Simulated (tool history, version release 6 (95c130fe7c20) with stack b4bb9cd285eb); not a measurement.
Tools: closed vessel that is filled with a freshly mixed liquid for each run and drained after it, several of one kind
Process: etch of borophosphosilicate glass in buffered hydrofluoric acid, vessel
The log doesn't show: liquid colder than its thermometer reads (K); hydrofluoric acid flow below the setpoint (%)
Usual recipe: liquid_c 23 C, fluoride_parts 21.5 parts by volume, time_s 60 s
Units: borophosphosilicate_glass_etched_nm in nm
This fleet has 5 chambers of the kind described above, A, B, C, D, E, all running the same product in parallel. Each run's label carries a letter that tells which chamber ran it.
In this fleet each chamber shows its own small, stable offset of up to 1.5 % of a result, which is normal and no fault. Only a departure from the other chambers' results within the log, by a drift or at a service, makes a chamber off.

run   hour  liquid_c  fluoride_parts  time_s  hours since the thermometer was replaced  hours since the hydrofluoric acid flow meter was replaced  read-back film thickness of the borophosphosilicate glass reference wafer, read on the same gauge (nm)  borophosphosilicate_glass_etched_nm
 1D    9.1        23            21.5      60                                     979.3                                                      748.6                                                                                                      50                               34.227
 2E   15.2        23            21.5      60                                     229.3                                                       1032                                                                                                  49.981                               33.649
 3A   22.1        23            21.5      60                                     611.4                                                        320                                                                                                  49.942                               34.214
 4B   26.2        23            21.5      60                                     661.2                                                        762                                                                                                  49.994                               34.229
 5C   32.8        23            21.5      60                                       933                                                      674.3                                                                                                  49.991                               33.669
 6B   42.1        23            21.5      60                                     677.1                                                      777.9                                                                                                  49.994                               33.823
 7A   51.2      26.5            21.5      60                                     640.5                                                      349.1                                                                                                  49.968                               41.473
 8D   57.2      26.5            21.5      60                                    1027.4                                                      796.7                                                                                                   50.05                               40.763
 9C   64.9      26.5            21.5      60                                     965.1                                                      706.4                                                                                                  49.973                               41.328
10E   71.3      26.5            21.5      60                                     285.4                                                     1088.1                                                                                                  49.984                               40.846
11E   80.6      26.5            21.5      60                                     294.7                                                     1097.4                                                                                                  50.011                               41.017
      83.8  -- chamber E: hydrofluoric acid flow meter replaced
12B   86.6        23            21.5      60                                     721.6                                                      822.4                                                                                                  49.976                               33.621
13D   94.2        23            21.5      60                                    1064.4                                                      833.7                                                                                                  50.027                               33.739
14A  103.2        23            21.5      60                                     692.5                                                      401.1                                                                                                  49.969                               34.395
15C  108.6        23            21.5      60                                    1008.8                                                      750.1                                                                                                  49.967                               34.217
16C  115.3        23            21.5      60                                    1015.5                                                      756.8                                                                                                  50.008                               33.564
     116.3  -- chamber C: thermometer replaced
17B  124.7        27            21.5      90                                     759.7                                                      860.5                                                                                                  50.026                               61.645
18A  130.7        27            21.5      90                                       720                                                      428.6                                                                                                  49.999                               64.479
19D  137.7        27            21.5      90                                    1107.9                                                      877.2                                                                                                  50.018                               62.193
     145.1  -- chamber D: hydrofluoric acid flow meter replaced
20E  147.2        27            21.5      90                                     361.3                                                       63.5                                                                                                  49.956                               62.293
21A  152.3        27            21.5      90                                     741.6                                                      450.2                                                                                                  50.001                               64.389
22C  156.6        23            21.5      60                                      40.4                                                      798.1                                                                                                  49.999                                 34.3
23B  160.9        23            21.5      60                                     795.9                                                      896.7                                                                                                  50.001                               32.481
24D  169.4        23            21.5      60                                    1139.6                                                       24.4                                                                                                   49.99                                34.01
25E  178.8        23            21.5      60                                     392.9                                                       95.1                                                                                                  49.984                               33.702
26E  183.7        23            21.5      60                                     397.8                                                        100                                                                                                   49.98                               33.766
27C  193.1        25            21.5      60                                      76.9                                                      834.6                                                                                                   49.99                               37.518
28B    202        25            21.5      60                                       837                                                      937.8                                                                                                  49.986                               36.132
29A  211.5        25            21.5      60                                     800.8                                                      509.4                                                                                                  49.995                               38.166
30D  219.4        25            21.5      60                                    1189.6                                                       74.4                                                                                                      50                               37.829
31E  227.4        25            21.5      60                                     441.5                                                      143.7                                                                                                  50.009                               38.064
32A  235.1      19.5            21.5      40                                     824.4                                                        533                                                                                                  50.013                               18.587
33B  241.8      19.5            21.5      40                                     876.8                                                      977.6                                                                                                  49.982                                17.51
34C  247.1      19.5            21.5      40                                     130.9                                                      888.6                                                                                                  50.011                               18.606
35D  252.9      19.5            21.5      40                                    1223.1                                                      107.9                                                                                                  50.005                               18.487
36C  260.8      19.5            21.5      40                                     144.6                                                      902.3                                                                                                  49.981                               18.711
37E  265.8        23            21.5      60                                     479.9                                                      182.1                                                                                                  49.995                               33.585
38D  273.5        23            21.5      60                                    1243.7                                                      128.5                                                                                                  49.999                               33.811
39B  278.3        23            21.5      60                                     913.3                                                     1014.1                                                                                                  49.991                               31.328
40A  282.4        23            21.5      60                                     871.7                                                      580.3                                                                                                  49.979                               34.279

Each of the 5 chambers runs these same settings next. Fill in every chamber's results:
41A  289.1        23            21.5      90                                                                                                                                                                                                                                                 ?
41B  289.1        23            21.5      90                                                                                                                                                                                                                                                 ?
41C  289.1        23            21.5      90                                                                                                                                                                                                                                                 ?
41D  289.1        23            21.5      90                                                                                                                                                                                                                                                 ?
41E  289.1        23            21.5      90                                                                                                                                                                                                                                                 ?

run  borophosphosilicate_glass_etched_nm
41A                               51.701
41B                               46.851
41C                               50.776
41D                               50.484
41E                               50.672

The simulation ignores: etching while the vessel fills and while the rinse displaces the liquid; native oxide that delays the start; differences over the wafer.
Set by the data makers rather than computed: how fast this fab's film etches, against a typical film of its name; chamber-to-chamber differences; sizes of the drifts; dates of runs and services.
